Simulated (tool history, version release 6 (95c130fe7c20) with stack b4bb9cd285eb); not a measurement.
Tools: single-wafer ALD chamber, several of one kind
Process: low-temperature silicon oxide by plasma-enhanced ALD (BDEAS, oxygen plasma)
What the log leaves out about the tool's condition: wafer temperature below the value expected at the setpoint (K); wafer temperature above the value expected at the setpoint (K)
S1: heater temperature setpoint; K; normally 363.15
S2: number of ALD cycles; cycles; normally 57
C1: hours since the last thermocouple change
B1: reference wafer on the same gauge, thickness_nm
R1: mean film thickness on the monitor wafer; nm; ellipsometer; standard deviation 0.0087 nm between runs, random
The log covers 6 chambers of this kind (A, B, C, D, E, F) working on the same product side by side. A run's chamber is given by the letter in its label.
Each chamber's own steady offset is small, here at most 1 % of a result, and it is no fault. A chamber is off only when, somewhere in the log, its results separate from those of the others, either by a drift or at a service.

{"run": "1A", "hour": 7.8, "S1": 363.15, "S2": 57, "C1": 1472.2, "B1": 9.0511, "R1": 8.4117}
{"run": "2C", "hour": 18.0, "S1": 363.15, "S2": 57, "C1": 1346.2, "B1": 9.0512, "R1": 8.4878}
{"run": "3E", "hour": 27.6, "S1": 363.15, "S2": 57, "C1": 51.8, "B1": 9.0541, "R1": 8.4955}
{"run": "4F", "hour": 34.2, "S1": 363.15, "S2": 57, "C1": 1718.8, "B1": 9.0537, "R1": 8.4414}
{"run": "5D", "hour": 40.9, "S1": 363.15, "S2": 57, "C1": 615.2, "B1": 9.0541, "R1": 8.4963}
{"run": "6B", "hour": 50.7, "S1": 363.15, "S2": 57, "C1": 313.1, "B1": 9.0561, "R1": 8.4699}
{"run": "7B", "hour": 57.3, "S1": 363.15, "S2": 57, "C1": 319.7, "B1": 9.0567, "R1": 8.4581}
{"run": "8E", "hour": 68.4, "S1": 363.15, "S2": 57, "C1": 92.6, "B1": 9.0566, "R1": 8.5034}
{"run": "9F", "hour": 78.8, "S1": 363.15, "S2": 57, "C1": 1763.4, "B1": 9.0588, "R1": 8.4506}
{"run": "10D", "hour": 83.7, "S1": 363.15, "S2": 57, "C1": 658.0, "B1": 9.0588, "R1": 8.4994}
{"run": "11C", "hour": 92.7, "S1": 363.15, "S2": 57, "C1": 1420.9, "B1": 9.061, "R1": 8.494}
{"run": "12A", "hour": 101.6, "S1": 374.15, "S2": 61, "C1": 1566.0, "B1": 9.062, "R1": 8.6975}
{"run": "13E", "hour": 106.7, "S1": 374.15, "S2": 61, "C1": 130.9, "B1": 9.0618, "R1": 8.7759}
{"run": "14D", "hour": 117.6, "S1": 374.15, "S2": 61, "C1": 691.9, "B1": 9.0635, "R1": 8.7541}
{"run": "15A", "hour": 127.9, "S1": 374.15, "S2": 61, "C1": 1592.3, "B1": 9.0634, "R1": 8.6965}
{"run": "16B", "hour": 139.0, "S1": 374.15, "S2": 61, "C1": 401.4, "B1": 9.065, "R1": 8.7378}
{"run": "17C", "hour": 148.3, "S1": 374.15, "S2": 61, "C1": 1476.5, "B1": 9.068, "R1": 8.7689}
{"run": "18F", "hour": 154.9, "S1": 363.15, "S2": 57, "C1": 1839.5, "B1": 9.0662, "R1": 8.4685}
{"run": "19E", "hour": 161.1, "S1": 363.15, "S2": 57, "C1": 185.3, "B1": 9.0649, "R1": 8.5287}
{"run": "20F", "hour": 169.5, "S1": 363.15, "S2": 57, "C1": 1854.1, "B1": 9.0664, "R1": 8.4646}
{"run": "21A", "hour": 175.4, "S1": 363.15, "S2": 57, "C1": 1639.8, "B1": 9.0672, "R1": 8.4363}
{"run": "22D", "hour": 182.5, "S1": 363.15, "S2": 57, "C1": 756.8, "B1": 9.0695, "R1": 8.5291}
{"run": "23B", "hour": 190.8, "S1": 363.15, "S2": 57, "C1": 453.2, "B1": 9.0663, "R1": 8.4674}
{"run": "24C", "hour": 201.6, "S1": 363.15, "S2": 57, "C1": 1529.8, "B1": 9.0696, "R1": 8.5211}
{"run": "25D", "hour": 212.4, "S1": 363.15, "S2": 65, "C1": 786.7, "B1": 9.0735, "R1": 9.6978}
{"run": "26A", "hour": 222.2, "S1": 363.15, "S2": 65, "C1": 1686.6, "B1": 9.0717, "R1": 9.6251}
{"run": "27C", "hour": 228.4, "S1": 363.15, "S2": 65, "C1": 1556.6, "B1": 9.0733, "R1": 9.7155}
{"run": "28F", "hour": 239.5, "S1": 363.15, "S2": 65, "C1": 1924.1, "B1": 9.073, "R1": 9.6488}
{"run": "29E", "hour": 246.6, "S1": 363.15, "S2": 65, "C1": 270.8, "B1": 9.0736, "R1": 9.7186}
{"run": "30B", "hour": 254.4, "S1": 363.15, "S2": 65, "C1": 516.8, "B1": 9.0754, "R1": 9.653}
{"run": "31E", "hour": 260.5, "S1": 363.15, "S2": 57, "C1": 284.7, "B1": 9.078, "R1": 8.5149}
{"run": "32C", "hour": 270.1, "S1": 369.15, "S2": 53, "C1": 1598.3, "B1": 9.0776, "R1": 7.7597}
{"run": "33B", "hour": 276.7, "S1": 369.15, "S2": 53, "C1": 539.1, "B1": 9.079, "R1": 7.7108}
{"run": "34D", "hour": 285.0, "S1": 369.15, "S2": 53, "C1": 859.3, "B1": 9.0777, "R1": 7.7628}
{"run": "35A", "hour": 293.9, "S1": 369.15, "S2": 53, "C1": 1758.3, "B1": 9.081, "R1": 7.6976}
{"run": "36F", "hour": 299.0, "S1": 369.15, "S2": 53, "C1": 1983.6, "B1": 9.0808, "R1": 7.7093}
{"run": "37E", "hour": 308.9, "S1": 369.15, "S2": 53, "C1": 333.1, "B1": 9.0802, "R1": 7.7743}
{"run": "38B", "hour": 317.6, "S1": 363.15, "S2": 57, "C1": 580.0, "B1": 9.0838, "R1": 8.4639}
{"run": "39A", "hour": 326.4, "S1": 363.15, "S2": 57, "C1": 1790.8, "B1": 9.0837, "R1": 8.4553}
{"run": "40F", "hour": 333.9, "S1": 363.15, "S2": 57, "C1": 2018.5, "B1": 9.0847, "R1": 8.4677}
{"run": "41D", "hour": 339.5, "S1": 376.15, "S2": 57, "C1": 913.8, "B1": 9.0846, "R1": 8.1899}
{"run": "42C", "hour": 348.2, "S1": 376.15, "S2": 57, "C1": 1676.4, "B1": 9.0863, "R1": 8.1874}
{"run": "43D", "hour": 356.2, "S1": 376.15, "S2": 57, "C1": 930.5, "B1": 9.0874, "R1": 8.1824}
{"run": "44C", "hour": 364.4, "S1": 376.15, "S2": 57, "C1": 1692.6, "B1": 9.0884, "R1": 8.1917}

The same settings go to every chamber for the next run, one line per chamber below. Forecast the results for each:
{"run": "45A", "hour": 372.4, "S1": 348.15, "S2": 57, "R1": "?"}
{"run": "45B", "hour": 372.4, "S1": 348.15, "S2": 57, "R1": "?"}
{"run": "45C", "hour": 372.4, "S1": 348.15, "S2": 57, "R1": "?"}
{"run": "45D", "hour": 372.4, "S1": 348.15, "S2": 57, "R1": "?"}
{"run": "45E", "hour": 372.4, "S1": 348.15, "S2": 57, "R1": "?"}
{"run": "45F", "hour": 372.4, "S1": 348.15, "S2": 57, "R1": "?"}

run=45A R1=8.9071
run=45B R1=8.9328
run=45C R1=8.9789
run=45D R1=8.9603
run=45E R1=8.9827
run=45F R1=8.9225

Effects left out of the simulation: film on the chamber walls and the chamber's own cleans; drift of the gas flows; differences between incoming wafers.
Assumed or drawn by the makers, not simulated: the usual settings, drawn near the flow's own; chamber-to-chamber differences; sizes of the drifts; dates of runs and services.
